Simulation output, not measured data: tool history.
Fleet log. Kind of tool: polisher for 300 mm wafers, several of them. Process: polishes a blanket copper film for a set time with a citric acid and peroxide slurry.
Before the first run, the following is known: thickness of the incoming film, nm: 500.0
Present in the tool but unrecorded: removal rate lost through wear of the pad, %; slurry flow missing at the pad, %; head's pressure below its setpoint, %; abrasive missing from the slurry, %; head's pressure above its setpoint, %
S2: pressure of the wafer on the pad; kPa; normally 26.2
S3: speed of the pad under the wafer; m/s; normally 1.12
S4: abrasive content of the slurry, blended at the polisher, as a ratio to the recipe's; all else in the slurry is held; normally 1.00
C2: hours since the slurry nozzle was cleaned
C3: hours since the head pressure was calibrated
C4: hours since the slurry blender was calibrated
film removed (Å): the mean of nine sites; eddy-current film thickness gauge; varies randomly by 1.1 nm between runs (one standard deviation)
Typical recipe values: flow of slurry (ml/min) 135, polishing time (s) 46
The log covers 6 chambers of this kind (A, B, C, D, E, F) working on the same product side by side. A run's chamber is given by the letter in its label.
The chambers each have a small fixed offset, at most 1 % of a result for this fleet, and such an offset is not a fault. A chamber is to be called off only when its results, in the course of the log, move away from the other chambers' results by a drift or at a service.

At hour 5.0: chamber D: worn pad replaced by a new one.
Run 1B, hour 8.6: usual settings; wafers polished on this pad 255; C2 557.0; C3 634.6; C4 69.6. Result: film removed (Å) 1691.7.
Run 2F, hour 17.7: usual settings; wafers polished on this pad 763; C2 139.8; C3 44.5; C4 148.7. Result: film removed (Å) 1701.0.
At hour 20.2: chamber C: slurry blender recalibrated.
Run 3A, hour 28.9: usual settings; wafers polished on this pad 586; C2 173.0; C3 37.4; C4 56.3. Result: film removed (Å) 1709.2.
At hour 33.2: chamber F: worn pad replaced by a new one.
At hour 37.2: chamber C: worn pad replaced by a new one.
Run 4E, hour 42.4: usual settings; wafers polished on this pad 422; C2 688.9; C3 326.5; C4 123.4. Result: film removed (Å) 1693.0.
Run 5C, hour 50.0: usual settings but S2 17.2 kPa, S4 0.85; wafers polished on this pad 111; C2 74.7; C3 711.2; C4 29.8. Result: film removed (Å) 1072.5.
At hour 56.6: chamber D: slurry blender recalibrated.
Run 6D, hour 57.5: usual settings but S2 17.2 kPa, S4 0.85; wafers polished on this pad 455; C2 307.2; C3 1305.4; C4 1.0. Result: film removed (Å) 1094.2.
Run 7C, hour 63.8: usual settings but S2 17.2 kPa, S4 0.85; wafers polished on this pad 231; C2 88.5; C3 725.0; C4 43.6. Result: film removed (Å) 1072.7.
At hour 64.1: chamber A: worn pad replaced by a new one.
At hour 66.4: chamber A: slurry nozzle cleaned.
Run 8D, hour 72.2: usual settings but S2 17.2 kPa, S4 0.85; wafers polished on this pad 583; C2 321.9; C3 1320.1; C4 15.7. Result: film removed (Å) 1094.1.
At hour 85.6: chamber E: worn pad replaced by a new one.
Run 9B, hour 85.9: usual settings but S2 17.2 kPa, S4 0.85; wafers polished on this pad 925; C2 634.3; C3 711.9; C4 146.9. Result: film removed (Å) 1063.0.
At hour 93.7: chamber E: head pressure recalibrated.
At hour 93.9: chamber E: slurry nozzle cleaned.
Run 10A, hour 96.7: usual settings but S2 17.2 kPa, S4 0.85; wafers polished on this pad 282; C2 30.3; C3 105.2; C4 124.1. Result: film removed (Å) 1089.1.
Run 11E, hour 103.2: usual settings; wafers polished on this pad 153; C2 9.4; C3 9.6; C4 184.2. Result: film removed (Å) 1698.2.
At hour 104.9: chamber B: worn pad replaced by a new one.
At hour 106.1: chamber D: worn pad replaced by a new one.
At hour 114.9: chamber F: worn pad replaced by a new one.
Run 12F, hour 115.4: usual settings; wafers polished on this pad 4; C2 237.5; C3 142.2; C4 246.4. Result: film removed (Å) 1670.5.
Run 13D, hour 125.4: usual settings but flow of slurry (ml/min) 165, S2 21.4 kPa; wafers polished on this pad 167; C2 375.1; C3 1373.3; C4 68.9. Result: film removed (Å) 1434.9.
Run 14E, hour 138.8: usual settings but flow of slurry (ml/min) 165, S2 21.4 kPa; wafers polished on this pad 462; C2 45.0; C3 45.2; C4 219.8. Result: film removed (Å) 1454.7.
At hour 141.9: chamber D: head pressure recalibrated.
Run 15A, hour 150.6: usual settings but flow of slurry (ml/min) 165, S2 21.4 kPa; wafers polished on this pad 750; C2 84.2; C3 159.1; C4 178.0. Result: film removed (Å) 1424.6.
At hour 151.0: chamber A: worn pad replaced by a new one.
Run 16F, hour 161.3: usual settings but flow of slurry (ml/min) 165, S2 21.4 kPa; wafers polished on this pad 402; C2 283.4; C3 188.1; C4 292.3. Result: film removed (Å) 1431.0.
Run 17B, hour 171.7: usual settings but flow of slurry (ml/min) 165, S2 21.4 kPa; wafers polished on this pad 580; C2 720.1; C3 797.7; C4 232.7. Result: film removed (Å) 1427.0.
At hour 174.7: chamber C: worn pad replaced by a new one.
At hour 183.2: chamber E: worn pad replaced by a new one.
Run 18C, hour 185.9: usual settings but flow of slurry (ml/min) 165, S2 21.4 kPa; wafers polished on this pad 97; C2 210.6; C3 847.1; C4 165.7. Result: film removed (Å) 1431.8.
At hour 196.8: chamber F: slurry nozzle cleaned.
Run 19B, hour 199.4: usual settings; wafers polished on this pad 820; C2 747.8; C3 825.4; C4 260.4. Result: film removed (Å) 1691.7.
At hour 200.5: chamber D: worn pad replaced by a new one.
Run 20A, hour 207.2: usual settings; wafers polished on this pad 487; C2 140.8; C3 215.7; C4 234.6. Result: film removed (Å) 1703.5.
At hour 209.8: chamber F: worn pad replaced by a new one.
Run 21D, hour 219.9: usual settings; wafers polished on this pad 168; C2 469.6; C3 78.0; C4 163.4. Result: film removed (Å) 1690.0.
Run 22C, hour 226.6: usual settings; wafers polished on this pad 450; C2 251.3; C3 887.8; C4 206.4. Result: film removed (Å) 1682.4.
At hour 229.9: chamber B: worn pad replaced by a new one.
At hour 236.9: chamber D: slurry nozzle cleaned.
Run 23F, hour 238.2: usual settings; wafers polished on this pad 246; C2 41.5; C3 265.0; C4 369.2. Result: film removed (Å) 1704.5.
At hour 241.3: chamber A: worn pad replaced by a new one.
Run 24E, hour 246.8: usual settings; wafers polished on this pad 552; C2 153.0; C3 153.2; C4 327.8. Result: film removed (Å) 1695.0.
Run 25A, hour 259.8: usual settings; wafers polished on this pad 160; C2 193.4; C3 268.3; C4 287.2. Result: film removed (Å) 1689.1.
Run 26F, hour 273.3: usual settings; wafers polished on this pad 550; C2 76.6; C3 300.1; C4 404.3. Result: film removed (Å) 1705.8.
At hour 278.7: chamber E: worn pad replaced by a new one.
Run 27C, hour 283.9: usual settings but S4 1.15, polishing time (s) 35; wafers polished on this pad 947; C2 308.6; C3 945.1; C4 263.7. Result: film removed (Å) 1318.9.
At hour 284.4: chamber A: slurry blender recalibrated.
At hour 287.8: chamber D: worn pad replaced by a new one.
Run 28D, hour 290.9: usual settings but S4 1.15, polishing time (s) 35; wafers polished on this pad 27; C2 54.1; C3 149.0; C4 234.4. Result: film removed (Å) 1327.7.
At hour 294.7: chamber C: head pressure recalibrated.
At hour 294.9: chamber E: slurry blender recalibrated.
Run 29B, hour 299.5: usual settings but S4 1.15, polishing time (s) 35; wafers polished on this pad 604; C2 847.9; C3 925.5; C4 360.5. Result: film removed (Å) 1305.7.
At hour 301.6: chamber A: slurry nozzle cleaned.
At hour 311.5: chamber F: worn pad replaced by a new one.
Run 30E, hour 312.4: usual settings but S4 1.15, polishing time (s) 35; wafers polished on this pad 292; C2 218.6; C3 218.8; C4 17.6. Result: film removed (Å) 1340.5.
At hour 316.9: chamber B: slurry nozzle cleaned.
At hour 317.0: chamber B: slurry blender recalibrated.
Run 31A, hour 324.5: usual settings but S4 1.15, polishing time (s) 35; wafers polished on this pad 721; C2 22.9; C3 333.0; C4 40.1. Result: film removed (Å) 1319.3.
At hour 335.0: chamber C: worn pad replaced by a new one.
At hour 335.3: chamber A: worn pad replaced by a new one.
Run 32B, hour 337.7: usual settings but S4 1.15, polishing time (s) 35; wafers polished on this pad 935; C2 20.9; C3 963.7; C4 20.7. Result: film removed (Å) 1331.0.
At hour 348.8: chamber B: worn pad replaced by a new one.
Run 33C, hour 351.8: usual settings; wafers polished on this pad 145; C2 376.5; C3 57.2; C4 331.6. Result: film removed (Å) 1650.6.
Run 34D, hour 360.3: usual settings; wafers polished on this pad 629; C2 123.5; C3 218.4; C4 303.8. Result: film removed (Å) 1700.8.
At hour 371.9: chamber E: worn pad replaced by a new one.
Run 35E, hour 374.6: usual settings; wafers polished on this pad 23; C2 280.8; C3 281.0; C4 79.8. Result: film removed (Å) 1722.7.
At hour 384.6: chamber F: slurry blender recalibrated.
At hour 385.1: chamber D: worn pad replaced by a new one.
Run 36F, hour 386.0: usual settings; wafers polished on this pad 646; C2 189.3; C3 412.8; C4 1.4. Result: film removed (Å) 1703.9.
Run 37A, hour 392.7: usual settings; wafers polished on this pad 497; C2 91.1; C3 401.2; C4 108.3. Result: film removed (Å) 1681.3.
Run 38C, hour 404.3: usual settings; wafers polished on this pad 601; C2 429.0; C3 109.7; C4 384.1. Result: film removed (Å) 1676.9.
At hour 411.4: chamber F: worn pad replaced by a new one.
Run 39D, hour 417.9: usual settings but S3 0.72 m/s; wafers polished on this pad 285; C2 181.1; C3 276.0; C4 361.4. Result: film removed (Å) 1097.5.
Run 40B, hour 428.1: usual settings but S3 0.72 m/s; wafers polished on this pad 688; C2 111.3; C3 1054.1; C4 111.1. Result: film removed (Å) 1107.4.
Run 41F, hour 435.6: usual settings but S3 0.72 m/s; wafers polished on this pad 209; C2 238.9; C3 462.4; C4 51.0. Result: film removed (Å) 1104.3.
At hour 435.9: chamber C: slurry blender recalibrated.
At hour 440.2: chamber E: head pressure recalibrated.
Run 42E, hour 443.7: usual settings but S3 0.72 m/s; wafers polished on this pad 622; C2 349.9; C3 3.5; C4 148.9. Result: film removed (Å) 1094.6.
Run 43F, hour 453.8: usual settings but S3 0.72 m/s; wafers polished on this pad 367; C2 257.1; C3 480.6; C4 69.2. Result: film removed (Å) 1099.2.
Run 44C, hour 463.0: usual settings but S3 0.72 m/s; wafers polished on this pad 1110; C2 487.7; C3 168.4; C4 27.2. Result: film removed (Å) 1100.7.

Read the log: is a single chamber off, either drifting away or since a service, is the gauge that measures every chamber drifting, or is nothing wrong beyond small per-chamber offsets? Name any odd chamber and what most likely caused it.

No chamber stands off beyond its own small offset, and the gauge holds steady.
